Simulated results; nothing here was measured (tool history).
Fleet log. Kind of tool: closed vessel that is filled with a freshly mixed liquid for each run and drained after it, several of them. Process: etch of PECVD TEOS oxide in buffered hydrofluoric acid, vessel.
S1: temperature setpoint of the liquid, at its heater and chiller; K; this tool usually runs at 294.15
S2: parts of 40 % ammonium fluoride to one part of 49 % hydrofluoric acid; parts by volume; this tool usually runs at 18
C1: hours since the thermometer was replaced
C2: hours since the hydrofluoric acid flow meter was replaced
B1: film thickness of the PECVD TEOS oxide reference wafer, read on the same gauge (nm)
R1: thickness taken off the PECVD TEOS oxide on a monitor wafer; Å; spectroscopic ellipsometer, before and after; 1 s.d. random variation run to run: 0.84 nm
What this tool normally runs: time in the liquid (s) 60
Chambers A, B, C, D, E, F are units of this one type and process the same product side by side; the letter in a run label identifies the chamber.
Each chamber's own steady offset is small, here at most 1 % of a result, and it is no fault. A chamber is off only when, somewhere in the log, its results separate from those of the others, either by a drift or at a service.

{"run": "1D", "hour": 7.8, "S1": 294.15, "S2": 18, "time in the liquid (s)": 60, "C1": 376, "C2": 1710.2, "B1": 119.96, "R1": 934.05}
{"run": "2C", "hour": 14.6, "S1": 294.15, "S2": 18, "time in the liquid (s)": 60, "C1": 175, "C2": 248.4, "B1": 120, "R1": 945.05}
{"run": "3A", "hour": 25.6, "S1": 294.15, "S2": 18, "time in the liquid (s)": 60, "C1": 1195.6, "C2": 55.2, "B1": 119.99, "R1": 943.88}
{"run": "4E", "hour": 38.2, "S1": 294.15, "S2": 18, "time in the liquid (s)": 60, "C1": 1791.5, "C2": 168.3, "B1": 119.96, "R1": 942.58}
{"run": "5B", "hour": 44.9, "S1": 290.15, "S2": 22, "time in the liquid (s)": 60, "C1": 441.2, "C2": 1421.1, "B1": 120.02, "R1": 631.09}
{"run": "6F", "hour": 55.2, "S1": 290.15, "S2": 22, "time in the liquid (s)": 60, "C1": 749.4, "C2": 432.3, "B1": 120.05, "R1": 639.75}
{"run": "7E", "hour": 63.4, "S1": 290.15, "S2": 22, "time in the liquid (s)": 60, "C1": 1816.7, "C2": 193.5, "B1": 120.01, "R1": 639.16}
{"run": "8D", "hour": 72.2, "S1": 290.15, "S2": 22, "time in the liquid (s)": 60, "C1": 440.4, "C2": 1774.6, "B1": 120, "R1": 616.21}
{"run": "9C", "hour": 86.3, "S1": 290.15, "S2": 22, "time in the liquid (s)": 60, "C1": 246.7, "C2": 320.1, "B1": 120.01, "R1": 626.48}
{"run": "10F", "hour": 96.0, "S1": 290.15, "S2": 22, "time in the liquid (s)": 60, "C1": 790.2, "C2": 473.1, "B1": 120.01, "R1": 634.93}
{"run": "11B", "hour": 110.0, "S1": 294.15, "S2": 18, "time in the liquid (s)": 60, "C1": 506.3, "C2": 1486.2, "B1": 119.97, "R1": 927.86}
{"run": "12A", "hour": 124.5, "S1": 294.15, "S2": 18, "time in the liquid (s)": 60, "C1": 1294.5, "C2": 154.1, "B1": 120.01, "R1": 954.27}
{"run": "13D", "hour": 135.0, "S1": 294.15, "S2": 18, "time in the liquid (s)": 60, "C1": 503.2, "C2": 1837.4, "B1": 119.96, "R1": 926.41}
{"run": "14A", "hour": 145.6, "S1": 294.15, "S2": 18, "time in the liquid (s)": 60, "C1": 1315.6, "C2": 175.2, "B1": 119.99, "R1": 942.41}
{"run": "15C", "hour": 152.2, "S1": 296.65, "S2": 18, "time in the liquid (s)": 60, "C1": 312.6, "C2": 386, "B1": 120, "R1": 1098.4}
{"run": "16E", "hour": 166.1, "S1": 296.65, "S2": 18, "time in the liquid (s)": 60, "C1": 1919.4, "C2": 296.2, "B1": 119.96, "R1": 1079.5}
{"run": "17F", "hour": 173.2, "S1": 296.65, "S2": 18, "time in the liquid (s)": 60, "C1": 867.4, "C2": 550.3, "B1": 120.03, "R1": 1086.1}
{"hour": 174.3, "done": "chamber D: hydrofluoric acid flow meter replaced"}
{"run": "18B", "hour": 182.3, "S1": 296.65, "S2": 18, "time in the liquid (s)": 60, "C1": 578.6, "C2": 1558.5, "B1": 119.96, "R1": 1091.4}
{"run": "19A", "hour": 192.7, "S1": 296.65, "S2": 18, "time in the liquid (s)": 60, "C1": 1362.7, "C2": 222.3, "B1": 119.98, "R1": 1100.1}
{"run": "20D", "hour": 201.0, "S1": 296.65, "S2": 18, "time in the liquid (s)": 60, "C1": 569.2, "C2": 26.7, "B1": 120, "R1": 1065.7}
{"run": "21C", "hour": 208.0, "S1": 294.15, "S2": 18, "time in the liquid (s)": 60, "C1": 368.4, "C2": 441.8, "B1": 120.01, "R1": 939.69}
{"run": "22B", "hour": 220.9, "S1": 294.15, "S2": 18, "time in the liquid (s)": 60, "C1": 617.2, "C2": 1597.1, "B1": 120.03, "R1": 941.81}
{"run": "23E", "hour": 228.7, "S1": 294.15, "S2": 18, "time in the liquid (s)": 60, "C1": 1982, "C2": 358.8, "B1": 120.02, "R1": 947.16}
{"hour": 231.2, "done": "chamber E: thermometer replaced"}
{"run": "24F", "hour": 242.7, "S1": 291.65, "S2": 20.5, "time in the liquid (s)": 60, "C1": 936.9, "C2": 619.8, "B1": 119.98, "R1": 723.25}
{"run": "25F", "hour": 251.0, "S1": 291.65, "S2": 20.5, "time in the liquid (s)": 60, "C1": 945.2, "C2": 628.1, "B1": 120.03, "R1": 731.35}
{"run": "26D", "hour": 257.8, "S1": 291.65, "S2": 20.5, "time in the liquid (s)": 60, "C1": 626, "C2": 83.5, "B1": 120, "R1": 703.09}
{"run": "27C", "hour": 272.0, "S1": 291.65, "S2": 20.5, "time in the liquid (s)": 60, "C1": 432.4, "C2": 505.8, "B1": 120.01, "R1": 720.5}
{"run": "28A", "hour": 282.3, "S1": 291.65, "S2": 20.5, "time in the liquid (s)": 60, "C1": 1452.3, "C2": 311.9, "B1": 119.99, "R1": 751.87}
{"hour": 286.9, "done": "chamber B: thermometer replaced"}
{"run": "29E", "hour": 290.3, "S1": 291.65, "S2": 20.5, "time in the liquid (s)": 60, "C1": 59.1, "C2": 420.4, "B1": 119.98, "R1": 722.47}
{"run": "30B", "hour": 298.1, "S1": 294.15, "S2": 18, "time in the liquid (s)": 60, "C1": 11.2, "C2": 1674.3, "B1": 120, "R1": 919.68}
{"run": "31B", "hour": 311.5, "S1": 294.15, "S2": 18, "time in the liquid (s)": 60, "C1": 24.6, "C2": 1687.7, "B1": 120.04, "R1": 922.21}
{"run": "32C", "hour": 322.7, "S1": 294.15, "S2": 24.5, "time in the liquid (s)": 30, "C1": 483.1, "C2": 556.5, "B1": 120.03, "R1": 366.89}
{"run": "33F", "hour": 336.3, "S1": 294.15, "S2": 24.5, "time in the liquid (s)": 30, "C1": 1030.5, "C2": 713.4, "B1": 120.02, "R1": 370.98}
{"run": "34E", "hour": 347.9, "S1": 294.15, "S2": 24.5, "time in the liquid (s)": 30, "C1": 116.7, "C2": 478, "B1": 119.97, "R1": 368.89}
{"hour": 350.9, "done": "chamber C: hydrofluoric acid flow meter replaced"}
{"run": "35A", "hour": 357.1, "S1": 294.15, "S2": 24.5, "time in the liquid (s)": 30, "C1": 1527.1, "C2": 386.7, "B1": 119.98, "R1": 391.03}
{"run": "36D", "hour": 369.4, "S1": 294.15, "S2": 24.5, "time in the liquid (s)": 30, "C1": 737.6, "C2": 195.1, "B1": 120.01, "R1": 360.88}
{"run": "37C", "hour": 383.7, "S1": 294.15, "S2": 24.5, "time in the liquid (s)": 30, "C1": 544.1, "C2": 32.8, "B1": 120.02, "R1": 366.23}
{"run": "38E", "hour": 392.5, "S1": 294.15, "S2": 18, "time in the liquid (s)": 60, "C1": 161.3, "C2": 522.6, "B1": 120.05, "R1": 953.27}
{"run": "39A", "hour": 399.5, "S1": 294.15, "S2": 18, "time in the liquid (s)": 60, "C1": 1569.5, "C2": 429.1, "B1": 119.98, "R1": 976.73}
{"run": "40B", "hour": 406.1, "S1": 297.15, "S2": 18, "time in the liquid (s)": 30, "C1": 119.2, "C2": 1782.3, "B1": 120.01, "R1": 541.26}
{"run": "41F", "hour": 419.6, "S1": 297.15, "S2": 18, "time in the liquid (s)": 30, "C1": 1113.8, "C2": 796.7, "B1": 119.97, "R1": 562.65}
{"run": "42D", "hour": 429.6, "S1": 297.15, "S2": 18, "time in the liquid (s)": 30, "C1": 797.8, "C2": 255.3, "B1": 119.98, "R1": 548.58}
{"run": "43F", "hour": 442.2, "S1": 297.15, "S2": 18, "time in the liquid (s)": 30, "C1": 1136.4, "C2": 819.3, "B1": 119.99, "R1": 561.98}

The same settings go to every chamber for the next run, one line per chamber below. Forecast the results for each:
{"run": "44A", "hour": 452.7, "S1": 294.15, "S2": 18, "time in the liquid (s)": 60, "R1": "?"}
{"run": "44B", "hour": 452.7, "S1": 294.15, "S2": 18, "time in the liquid (s)": 60, "R1": "?"}
{"run": "44C", "hour": 452.7, "S1": 294.15, "S2": 18, "time in the liquid (s)": 60, "R1": "?"}
{"run": "44D", "hour": 452.7, "S1": 294.15, "S2": 18, "time in the liquid (s)": 60, "R1": "?"}
{"run": "44E", "hour": 452.7, "S1": 294.15, "S2": 18, "time in the liquid (s)": 60, "R1": "?"}
{"run": "44F", "hour": 452.7, "S1": 294.15, "S2": 18, "time in the liquid (s)": 60, "R1": "?"}

run=44A R1=1001
run=44B R1=930.3
run=44C R1=940.24
run=44D R1=915.67
run=44E R1=943.82
run=44F R1=954.15

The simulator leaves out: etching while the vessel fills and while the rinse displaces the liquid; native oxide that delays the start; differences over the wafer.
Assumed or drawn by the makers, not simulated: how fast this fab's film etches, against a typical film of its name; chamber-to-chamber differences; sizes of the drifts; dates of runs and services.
